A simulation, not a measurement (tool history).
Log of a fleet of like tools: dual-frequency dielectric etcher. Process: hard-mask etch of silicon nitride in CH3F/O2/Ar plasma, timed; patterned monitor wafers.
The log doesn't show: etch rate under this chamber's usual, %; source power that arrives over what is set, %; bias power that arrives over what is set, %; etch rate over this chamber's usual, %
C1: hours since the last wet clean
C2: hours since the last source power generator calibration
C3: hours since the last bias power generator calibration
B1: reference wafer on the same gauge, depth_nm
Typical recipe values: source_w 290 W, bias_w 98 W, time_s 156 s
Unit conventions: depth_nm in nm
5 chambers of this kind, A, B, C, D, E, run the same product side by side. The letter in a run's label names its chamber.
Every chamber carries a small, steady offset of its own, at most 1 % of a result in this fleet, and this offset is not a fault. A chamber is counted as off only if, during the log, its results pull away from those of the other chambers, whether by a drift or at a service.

Run 1E, day 0.217: usual settings; C1 370.1; C2 838.0; C3 768.1; B1 92.018. Result: depth_nm 109.120 nm.
Run 2B, day 0.492: usual settings; C1 178.7; C2 188.0; C3 1398.2; B1 92.033. Result: depth_nm 109.320 nm.
At day 0.604: chamber E: wet clean of the chamber.
Run 3A, day 0.671: usual settings; C1 322.3; C2 292.0; C3 325.4; B1 92.001. Result: depth_nm 107.480 nm.
At day 0.946: chamber D: wet clean of the chamber.
Run 4C, day 0.971: usual settings; C1 81.8; C2 1121.9; C3 1980.3; B1 92.045. Result: depth_nm 109.060 nm.
Run 5D, day 1.146: usual settings; C1 4.9; C2 3002.3; C3 3617.2; B1 92.060. Result: depth_nm 107.840 nm.
Run 6C, day 1.404: usual settings; C1 92.2; C2 1132.3; C3 1990.7; B1 92.045. Result: depth_nm 108.690 nm.
Run 7D, day 1.796: usual settings; C1 20.5; C2 3017.9; C3 3632.8; B1 92.015. Result: depth_nm 107.430 nm.
Run 8A, day 2.158: usual settings; C1 358.0; C2 327.7; C3 361.1; B1 92.045. Result: depth_nm 108.360 nm.
Run 9B, day 2.408: usual settings; C1 224.7; C2 234.0; C3 1444.2; B1 92.001. Result: depth_nm 108.530 nm.
Run 10E, day 2.704: usual settings; C1 50.5; C2 897.7; C3 827.8; B1 92.044. Result: depth_nm 109.620 nm.
At day 2.925: chamber D: source power generator calibrated.
Run 11B, day 3.100: usual settings but time_s 119 s; C1 241.3; C2 250.6; C3 1460.8; B1 91.913. Result: depth_nm 82.622 nm.
Run 12A, day 3.333: usual settings but time_s 119 s; C1 386.2; C2 355.9; C3 389.3; B1 92.003. Result: depth_nm 82.397 nm.
Run 13D, day 3.596: usual settings but time_s 119 s; C1 63.7; C2 16.1; C3 3676.0; B1 91.979. Result: depth_nm 82.194 nm.
Run 14E, day 3.812: usual settings but time_s 119 s; C1 77.1; C2 924.3; C3 854.4; B1 91.986. Result: depth_nm 82.960 nm.
Run 15C, day 4.133: usual settings but time_s 119 s; C1 157.7; C2 1197.8; C3 2056.2; B1 92.017. Result: depth_nm 83.424 nm.
Run 16C, day 4.404: usual settings; C1 164.2; C2 1204.3; C3 2062.7; B1 92.022. Result: depth_nm 109.490 nm.
Run 17A, day 4.746: usual settings; C1 420.1; C2 389.8; C3 423.2; B1 91.997. Result: depth_nm 108.310 nm.
Run 18E, day 5.000: usual settings; C1 105.6; C2 952.8; C3 882.9; B1 91.998. Result: depth_nm 109.520 nm.
Run 19B, day 5.367: usual settings; C1 295.7; C2 305.0; C3 1515.2; B1 91.964. Result: depth_nm 109.220 nm.
Run 20D, day 5.554: usual settings; C1 110.7; C2 63.1; C3 3723.0; B1 91.979. Result: depth_nm 106.960 nm.
Run 21B, day 5.888: usual settings; C1 308.2; C2 317.5; C3 1527.7; B1 92.025. Result: depth_nm 108.820 nm.
Run 22E, day 6.121: usual settings; C1 132.5; C2 979.7; C3 909.8; B1 91.955. Result: depth_nm 109.330 nm.
Run 23C, day 6.458: usual settings; C1 213.5; C2 1253.6; C3 2112.0; B1 92.068. Result: depth_nm 109.000 nm.
Run 24D, day 6.833: usual settings; C1 141.4; C2 93.8; C3 3753.7; B1 92.082. Result: depth_nm 107.510 nm.
Run 25A, day 7.133: usual settings; C1 477.4; C2 447.1; C3 480.5; B1 92.039. Result: depth_nm 107.900 nm.
Run 26A, day 7.412: usual settings; C1 484.1; C2 453.8; C3 487.2; B1 91.980. Result: depth_nm 107.560 nm.
Run 27D, day 7.671: usual settings; C1 161.5; C2 113.9; C3 3773.8; B1 91.981. Result: depth_nm 106.930 nm.
Run 28E, day 7.875: usual settings; C1 174.6; C2 1021.8; C3 951.9; B1 92.078. Result: depth_nm 109.090 nm.
Run 29B, day 8.225: usual settings; C1 364.3; C2 373.6; C3 1583.8; B1 92.004. Result: depth_nm 108.210 nm.
Run 30C, day 8.575: usual settings but bias_w 107 W; C1 264.3; C2 1304.4; C3 2162.8; B1 91.995. Result: depth_nm 112.200 nm.
Run 31E, day 8.925: usual settings but bias_w 107 W; C1 199.8; C2 1047.0; C3 977.1; B1 92.016. Result: depth_nm 113.010 nm.
Run 32B, day 9.162: usual settings but bias_w 107 W; C1 386.8; C2 396.1; C3 1606.3; B1 92.008. Result: depth_nm 111.600 nm.
Run 33D, day 9.512: usual settings but bias_w 107 W; C1 205.7; C2 158.1; C3 3818.0; B1 92.063. Result: depth_nm 111.160 nm.
Run 34A, day 9.750: usual settings but bias_w 107 W; C1 540.2; C2 509.9; C3 543.3; B1 91.993. Result: depth_nm 111.750 nm.
Run 35C, day 10.075: usual settings; C1 300.3; C2 1340.4; C3 2198.8; B1 91.959. Result: depth_nm 109.180 nm.
At day 10.329: chamber A: wet clean of the chamber.
Run 36A, day 10.454: usual settings; C1 3.0; C2 526.8; C3 560.2; B1 91.999. Result: depth_nm 108.280 nm.
Run 37B, day 10.746: usual settings; C1 424.8; C2 434.1; C3 1644.3; B1 92.016. Result: depth_nm 108.540 nm.
Run 38D, day 11.008: usual settings; C1 241.6; C2 194.0; C3 3853.9; B1 91.986. Result: depth_nm 107.720 nm.

Next, every chamber runs the same settings. What will each give?
Run 39A, day 11.296: usual settings. Result: depth_nm ?.
Run 39B, day 11.296: usual settings. Result: depth_nm ?.
Run 39C, day 11.296: usual settings. Result: depth_nm ?.
Run 39D, day 11.296: usual settings. Result: depth_nm ?.
Run 39E, day 11.296: usual settings. Result: depth_nm ?.

run  depth_nm
39A   108.010
39B   109.150
39C   109.230
39D   106.940
39E   109.180
